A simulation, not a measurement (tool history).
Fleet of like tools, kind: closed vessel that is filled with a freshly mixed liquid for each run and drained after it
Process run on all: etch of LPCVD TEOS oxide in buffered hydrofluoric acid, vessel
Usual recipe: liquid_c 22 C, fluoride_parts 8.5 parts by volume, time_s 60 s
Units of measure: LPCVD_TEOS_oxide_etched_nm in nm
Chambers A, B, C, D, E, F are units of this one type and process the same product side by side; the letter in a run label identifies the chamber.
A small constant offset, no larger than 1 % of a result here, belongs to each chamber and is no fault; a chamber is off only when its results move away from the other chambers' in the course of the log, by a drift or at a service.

| run | hour | liquid_c | fluoride_parts | time_s | read-back film thickness of the LPCVD TEOS oxide reference wafer, read on the same gauge (nm) | LPCVD_TEOS_oxide_etched_nm |
|---|---|---|---|---|---|---|
| 1C | 7.2 | 22 | 8.5 | 60 | 79.982 | 238.2 |
| 2B | 19.2 | 22 | 8.5 | 60 | 79.995 | 232.32 |
| 3E | 29 | 22 | 8.5 | 60 | 79.997 | 234.9 |
| 4F | 38.6 | 22 | 8.5 | 60 | 79.993 | 237.53 |
| 5A | 47.6 | 22 | 8.5 | 60 | 79.998 | 239.01 |
| 6D | 58.3 | 22 | 8.5 | 60 | 80.017 | 237.38 |
| 7A | 70.2 | 22 | 8.5 | 60 | 80.013 | 236.41 |
| 8E | 78.8 | 22 | 8.5 | 40 | 79.983 | 158.26 |
| 9B | 87.1 | 22 | 8.5 | 40 | 79.996 | 153.69 |
|  | 91.9 | chamber C: hydrofluoric acid flow meter replaced |
| 10D | 96.4 | 22 | 8.5 | 40 | 80.001 | 155.83 |
| 11F | 106.7 | 22 | 8.5 | 40 | 80.012 | 157.85 |
| 12C | 115.5 | 22 | 8.5 | 40 | 80.008 | 157.88 |
| 13C | 127.8 | 22 | 8.5 | 40 | 79.996 | 156.77 |
| 14F | 138.2 | 22 | 8.5 | 60 | 80.017 | 239.21 |
| 15D | 149.9 | 22 | 8.5 | 60 | 80.002 | 232.75 |
| 16E | 157.9 | 22 | 8.5 | 60 | 79.993 | 235.04 |
| 17A | 165 | 22 | 8.5 | 60 | 79.996 | 235.7 |
|  | 167.7 | chamber D: hydrofluoric acid flow meter replaced |
| 18B | 175.2 | 18 | 8.5 | 60 | 80.006 | 184.88 |
| 19E | 182.9 | 18 | 8.5 | 60 | 79.993 | 184.81 |
| 20A | 192.1 | 18 | 8.5 | 60 | 79.999 | 191.24 |
| 21D | 203.2 | 18 | 8.5 | 60 | 80.005 | 186.21 |
| 22F | 210.6 | 18 | 8.5 | 60 | 80.015 | 187.81 |
| 23B | 216.6 | 18 | 8.5 | 60 | 80.001 | 188.29 |
|  | 225.9 | chamber F: hydrofluoric acid flow meter replaced |
| 24C | 227.2 | 22 | 8.5 | 60 | 80.021 | 238.59 |
|  | 235.5 | chamber E: thermometer replaced |
| 25D | 235.5 | 22 | 8.5 | 60 | 80.017 | 232.17 |
| 26A | 245.1 | 22 | 8.5 | 60 | 79.996 | 239.86 |
| 27C | 252.9 | 22 | 8.5 | 60 | 80.025 | 237.45 |
| 28F | 258.7 | 22 | 8.5 | 60 | 79.992 | 236.14 |
| 29B | 270 | 22 | 8.5 | 60 | 79.986 | 233.76 |
| 30E | 275.7 | 22 | 8.5 | 60 | 80.002 | 222.06 |
| 31E | 287.8 | 17.5 | 8.5 | 60 | 79.979 | 172.6 |
| 32C | 295.4 | 17.5 | 8.5 | 60 | 79.999 | 182.7 |
| 33B | 300.9 | 17.5 | 8.5 | 60 | 79.988 | 179.91 |
| 34D | 310.8 | 17.5 | 8.5 | 60 | 80.021 | 181.44 |
| 35F | 323.4 | 17.5 | 8.5 | 60 | 79.997 | 184.61 |
| 36A | 331.3 | 17.5 | 8.5 | 60 | 79.989 | 181.74 |
| 37A | 340.9 | 22 | 8.5 | 60 | 80.006 | 236.77 |
| 38C | 349.5 | 22 | 8.5 | 60 | 79.995 | 235.4 |
| 39E | 362.2 | 22 | 11.5 | 60 | 79.99 | 165.98 |

Predict what each chamber gives when all 6 of them run the settings below next.
| 40A | 371.4 | 22 | 8.5 | 60 |  | ? |
| 40B | 371.4 | 22 | 8.5 | 60 |  | ? |
| 40C | 371.4 | 22 | 8.5 | 60 |  | ? |
| 40D | 371.4 | 22 | 8.5 | 60 |  | ? |
| 40E | 371.4 | 22 | 8.5 | 60 |  | ? |
| 40F | 371.4 | 22 | 8.5 | 60 |  | ? |

| run | LPCVD_TEOS_oxide_etched_nm |
|---|---|
| 40A | 236.68 |
| 40B | 233.67 |
| 40C | 233.81 |
| 40D | 236.78 |
| 40E | 218.25 |
| 40F | 232.99 |
